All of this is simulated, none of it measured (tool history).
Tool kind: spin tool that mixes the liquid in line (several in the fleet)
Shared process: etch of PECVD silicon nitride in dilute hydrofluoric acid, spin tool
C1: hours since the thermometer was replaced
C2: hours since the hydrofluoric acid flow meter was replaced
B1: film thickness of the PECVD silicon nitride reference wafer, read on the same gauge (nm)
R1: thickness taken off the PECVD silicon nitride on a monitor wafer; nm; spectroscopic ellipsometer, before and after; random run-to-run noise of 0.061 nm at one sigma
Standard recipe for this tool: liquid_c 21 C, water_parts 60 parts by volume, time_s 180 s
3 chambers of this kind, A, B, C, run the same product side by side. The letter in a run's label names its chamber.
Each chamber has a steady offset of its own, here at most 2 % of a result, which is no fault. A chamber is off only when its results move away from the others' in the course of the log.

Run 1C, hour 9.4: usual settings; C1 357; C2 868.3; B1 99.993. Result: R1 8.7238 nm.
Run 2A, hour 15: usual settings; C1 1138.9; C2 466.1; B1 100.02. Result: R1 8.9902 nm.
Run 3B, hour 23.1: usual settings; C1 425.7; C2 1437.8; B1 100.02. Result: R1 8.8688 nm.
Run 4C, hour 28.7: usual settings; C1 376.3; C2 887.6; B1 100.01. Result: R1 8.6719 nm.
Run 5A, hour 37.2: usual settings; C1 1161.1; C2 488.3; B1 100.04. Result: R1 8.9109 nm.
Run 6B, hour 44.8: usual settings; C1 447.4; C2 1459.5; B1 100. Result: R1 8.9609 nm.
Run 7B, hour 52.8: usual settings; C1 455.4; C2 1467.5; B1 100.01. Result: R1 8.864 nm.
Run 8C, hour 62.1: usual settings; C1 409.7; C2 921; B1 99.983. Result: R1 8.7106 nm.
Run 9A, hour 70.6: usual settings; C1 1194.5; C2 521.7; B1 100. Result: R1 8.9632 nm.
Run 10A, hour 82.1: usual settings; C1 1206; C2 533.2; B1 99.971. Result: R1 8.9248 nm.
Run 11B, hour 91: usual settings; C1 493.6; C2 1505.7; B1 99.964. Result: R1 8.9117 nm.
Run 12C, hour 100.8: usual settings; C1 448.4; C2 959.7; B1 99.999. Result: R1 8.7062 nm.
Run 13C, hour 109.5: usual settings; C1 457.1; C2 968.4; B1 99.962. Result: R1 8.7432 nm.
Run 14A, hour 119.6: usual settings but water_parts 45 parts by volume; C1 1243.5; C2 570.7; B1 99.998. Result: R1 11.961 nm.
Run 15B, hour 125.3: usual settings but water_parts 45 parts by volume; C1 527.9; C2 1540; B1 100.02. Result: R1 12.164 nm.
Run 16B, hour 137.2: usual settings but water_parts 45 parts by volume; C1 539.8; C2 1551.9; B1 100.01. Result: R1 12.143 nm.
Run 17C, hour 147.1: usual settings; C1 494.7; C2 1006; B1 99.948. Result: R1 8.7824 nm.
Run 18A, hour 159.1: usual settings but liquid_c 19.5 C, water_parts 85 parts by volume; C1 1283; C2 610.2; B1 99.969. Result: R1 5.7815 nm.
Run 19C, hour 166.1: usual settings but liquid_c 19.5 C, water_parts 85 parts by volume; C1 513.7; C2 1025; B1 100.02. Result: R1 5.5631 nm.
Run 20A, hour 173.1: usual settings but liquid_c 19.5 C, water_parts 85 parts by volume; C1 1297; C2 624.2; B1 99.981. Result: R1 5.7047 nm.
Run 21B, hour 185.4: usual settings; C1 588; C2 1600.1; B1 99.971. Result: R1 9.3196 nm.
Run 22B, hour 193.4: usual settings; C1 596; C2 1608.1; B1 100.03. Result: R1 9.4129 nm.
Run 23C, hour 199.2: usual settings; C1 546.8; C2 1058.1; B1 99.99. Result: R1 8.6796 nm.
Run 24A, hour 207.5: usual settings; C1 1331.4; C2 658.6; B1 99.977. Result: R1 8.9197 nm.
Run 25C, hour 215.6: usual settings; C1 563.2; C2 1074.5; B1 100. Result: R1 8.836 nm.
Run 26B, hour 223.1: usual settings but liquid_c 18 C, time_s 145 s; C1 625.7; C2 1637.8; B1 100.01. Result: R1 6.1992 nm.
Run 27A, hour 231.2: usual settings but liquid_c 18 C, time_s 145 s; C1 1355.1; C2 682.3; B1 100.05. Result: R1 5.9004 nm.
Run 28B, hour 238.2: usual settings but liquid_c 18 C, time_s 145 s; C1 640.8; C2 1652.9; B1 100. Result: R1 6.2403 nm.

Read the log: is a single chamber off, either drifting away or since a service, is the gauge that measures every chamber drifting, or is nothing wrong beyond small per-chamber offsets? Name any odd chamber and what most likely caused it.

Little by little, chamber B moves away from the other chambers.
What lies behind it: liquid hotter than its thermometer reads (K) = 1.09.
The log might look much the same if the cause were instead: hydrofluoric acid flow above the setpoint (%).

Which of the 4 candidates below, each the usual settings with something changed and its results left as question marks, puts chamber B back in line with what the other chambers give on the usual settings?
In line here means within this much of the mean the other chambers give on the usual settings: R1 0.21 nm
Run 29B-1, hour 247: usual settings but water_parts 65 parts by volume. Result: R1 ?.
Run 29B-2, hour 247: usual settings but liquid_c 20.5 C, time_s 165 s. Result: R1 ?.
Run 29B-3, hour 247: usual settings but liquid_c 21.5 C, time_s 195 s. Result: R1 ?.
Run 29B-4, hour 247: usual settings but water_parts 55 parts by volume. Result: R1 ?.

Average result of the remaining chambers running the usual settings: R1 8.8397 nm
  run      R1
29B-1  8.7936
29B-2   8.423
29B-3   10.67
29B-4  10.366
29B-1 is the one that brings the chamber's results back in line with the other chambers.
